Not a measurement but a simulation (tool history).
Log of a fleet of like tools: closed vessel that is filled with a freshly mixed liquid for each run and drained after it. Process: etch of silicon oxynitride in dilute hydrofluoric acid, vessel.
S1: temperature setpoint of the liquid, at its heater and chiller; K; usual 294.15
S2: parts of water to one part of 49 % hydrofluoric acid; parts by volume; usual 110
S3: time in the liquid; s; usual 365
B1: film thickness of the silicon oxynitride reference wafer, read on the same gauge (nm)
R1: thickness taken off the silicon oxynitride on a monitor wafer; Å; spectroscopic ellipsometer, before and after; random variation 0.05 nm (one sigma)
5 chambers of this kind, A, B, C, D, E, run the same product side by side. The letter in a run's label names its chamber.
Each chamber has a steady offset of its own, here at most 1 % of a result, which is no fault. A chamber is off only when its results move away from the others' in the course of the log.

{"run": "1B", "day": 0.208, "S1": 294.15, "S2": 110, "S3": 365, "B1": 49.996, "R1": 119.12}
{"run": "2D", "day": 0.35, "S1": 294.15, "S2": 110, "S3": 365, "B1": 50.006, "R1": 118.88}
{"run": "3E", "day": 0.562, "S1": 294.15, "S2": 110, "S3": 365, "B1": 49.99, "R1": 120.58}
{"run": "4A", "day": 0.725, "S1": 294.15, "S2": 110, "S3": 365, "B1": 50.041, "R1": 117.36}
{"run": "5C", "day": 0.904, "S1": 294.15, "S2": 110, "S3": 365, "B1": 49.983, "R1": 119.66}
{"run": "6A", "day": 1.096, "S1": 294.15, "S2": 110, "S3": 365, "B1": 50.018, "R1": 117.63}
{"run": "7B", "day": 1.288, "S1": 294.15, "S2": 110, "S3": 365, "B1": 50.004, "R1": 118.3}
{"run": "8C", "day": 1.504, "S1": 294.15, "S2": 110, "S3": 365, "B1": 50.029, "R1": 119.12}
{"run": "9D", "day": 1.7, "S1": 294.15, "S2": 110, "S3": 365, "B1": 49.997, "R1": 118.83}
{"run": "10E", "day": 1.912, "S1": 294.15, "S2": 110, "S3": 365, "B1": 49.951, "R1": 121.03}
{"run": "11C", "day": 2.058, "S1": 294.15, "S2": 110, "S3": 365, "B1": 50.008, "R1": 118.67}
{"run": "12A", "day": 2.267, "S1": 290.15, "S2": 110, "S3": 365, "B1": 49.98, "R1": 96.997}
{"run": "13B", "day": 2.383, "S1": 290.15, "S2": 110, "S3": 365, "B1": 50.014, "R1": 97.304}
{"run": "14E", "day": 2.546, "S1": 290.15, "S2": 110, "S3": 365, "B1": 50.002, "R1": 99.253}
{"run": "15D", "day": 2.675, "S1": 290.15, "S2": 110, "S3": 365, "B1": 50.04, "R1": 97.097}
{"run": "16D", "day": 2.792, "S1": 290.15, "S2": 110, "S3": 365, "B1": 50.0, "R1": 97.807}
{"run": "17B", "day": 2.983, "S1": 294.15, "S2": 160, "S3": 365, "B1": 50.035, "R1": 79.403}
{"run": "18C", "day": 3.1, "S1": 294.15, "S2": 160, "S3": 365, "B1": 49.969, "R1": 78.789}
{"run": "19E", "day": 3.304, "S1": 294.15, "S2": 160, "S3": 365, "B1": 50.028, "R1": 79.826}
{"run": "20A", "day": 3.492, "S1": 294.15, "S2": 160, "S3": 365, "B1": 50.031, "R1": 78.016}
{"run": "21B", "day": 3.683, "S1": 294.15, "S2": 160, "S3": 365, "B1": 50.01, "R1": 79.906}
{"run": "22C", "day": 3.808, "S1": 294.15, "S2": 110, "S3": 365, "B1": 50.01, "R1": 118.08}
{"run": "23E", "day": 4.0, "S1": 294.15, "S2": 110, "S3": 365, "B1": 50.017, "R1": 120.17}
{"run": "24A", "day": 4.15, "S1": 294.15, "S2": 110, "S3": 365, "B1": 50.004, "R1": 118.43}
{"run": "25D", "day": 4.283, "S1": 294.15, "S2": 110, "S3": 365, "B1": 50.009, "R1": 118.8}
{"run": "26E", "day": 4.446, "S1": 294.15, "S2": 110, "S3": 365, "B1": 49.972, "R1": 120.08}
{"run": "27D", "day": 4.662, "S1": 294.15, "S2": 110, "S3": 365, "B1": 49.994, "R1": 118.43}
{"run": "28C", "day": 4.762, "S1": 297.65, "S2": 110, "S3": 250, "B1": 49.975, "R1": 96.273}
{"run": "29A", "day": 4.9, "S1": 297.65, "S2": 110, "S3": 250, "B1": 50.013, "R1": 95.214}
{"run": "30B", "day": 5.038, "S1": 297.65, "S2": 110, "S3": 250, "B1": 50.004, "R1": 99.318}
{"run": "31D", "day": 5.167, "S1": 297.65, "S2": 110, "S3": 250, "B1": 50.016, "R1": 96.623}
{"run": "32B", "day": 5.379, "S1": 297.65, "S2": 110, "S3": 250, "B1": 49.981, "R1": 99.791}
{"run": "33C", "day": 5.504, "S1": 294.15, "S2": 110, "S3": 365, "B1": 49.976, "R1": 118.19}
{"run": "34E", "day": 5.617, "S1": 294.15, "S2": 110, "S3": 365, "B1": 49.972, "R1": 119.96}
{"run": "35A", "day": 5.788, "S1": 294.15, "S2": 110, "S3": 365, "B1": 49.963, "R1": 117.33}
{"run": "36C", "day": 5.992, "S1": 294.15, "S2": 110, "S3": 365, "B1": 50.012, "R1": 118.45}
{"run": "37D", "day": 6.129, "S1": 294.15, "S2": 85, "S3": 255, "B1": 50.007, "R1": 109.41}
{"run": "38A", "day": 6.325, "S1": 294.15, "S2": 85, "S3": 255, "B1": 49.994, "R1": 108.6}
{"run": "39E", "day": 6.454, "S1": 294.15, "S2": 85, "S3": 255, "B1": 49.968, "R1": 111.09}
{"run": "40B", "day": 6.633, "S1": 294.15, "S2": 85, "S3": 255, "B1": 50.002, "R1": 114.43}

Is one chamber off against the others, does the gauge drift, or is nothing wrong? If a chamber is off, say which, and what the likeliest cause is.

Chamber B drifts away from the others.
Cause: hydrofluoric acid flow above the setpoint (%) = 4.97.
The log may not tell that from: liquid hotter than its thermometer reads (K).

Here are 4 candidates for chamber B's next run, each the usual settings with a change, their results left as question marks. Which one brings its results back in line with what the others give on the usual settings?
In line means no further than this from the other chambers' mean on the usual settings: R1 1.800 Å
{"run": "41B-1", "day": 6.792, "S1": 293.65, "S2": 110, "S3": 365, "R1": "?"}
{"run": "41B-2", "day": 6.792, "S1": 294.15, "S2": 110, "S3": 385, "R1": "?"}
{"run": "41B-3", "day": 6.792, "S1": 294.65, "S2": 110, "S3": 365, "R1": "?"}
{"run": "41B-4", "day": 6.792, "S1": 294.15, "S2": 115, "S3": 365, "R1": "?"}

The other chambers' mean on the usual settings: R1 119.010 Å
run=41B-1 R1=122.210
run=41B-2 R1=132.130
run=41B-3 R1=128.390
run=41B-4 R1=119.410
41B-4 brings the chamber back in line.
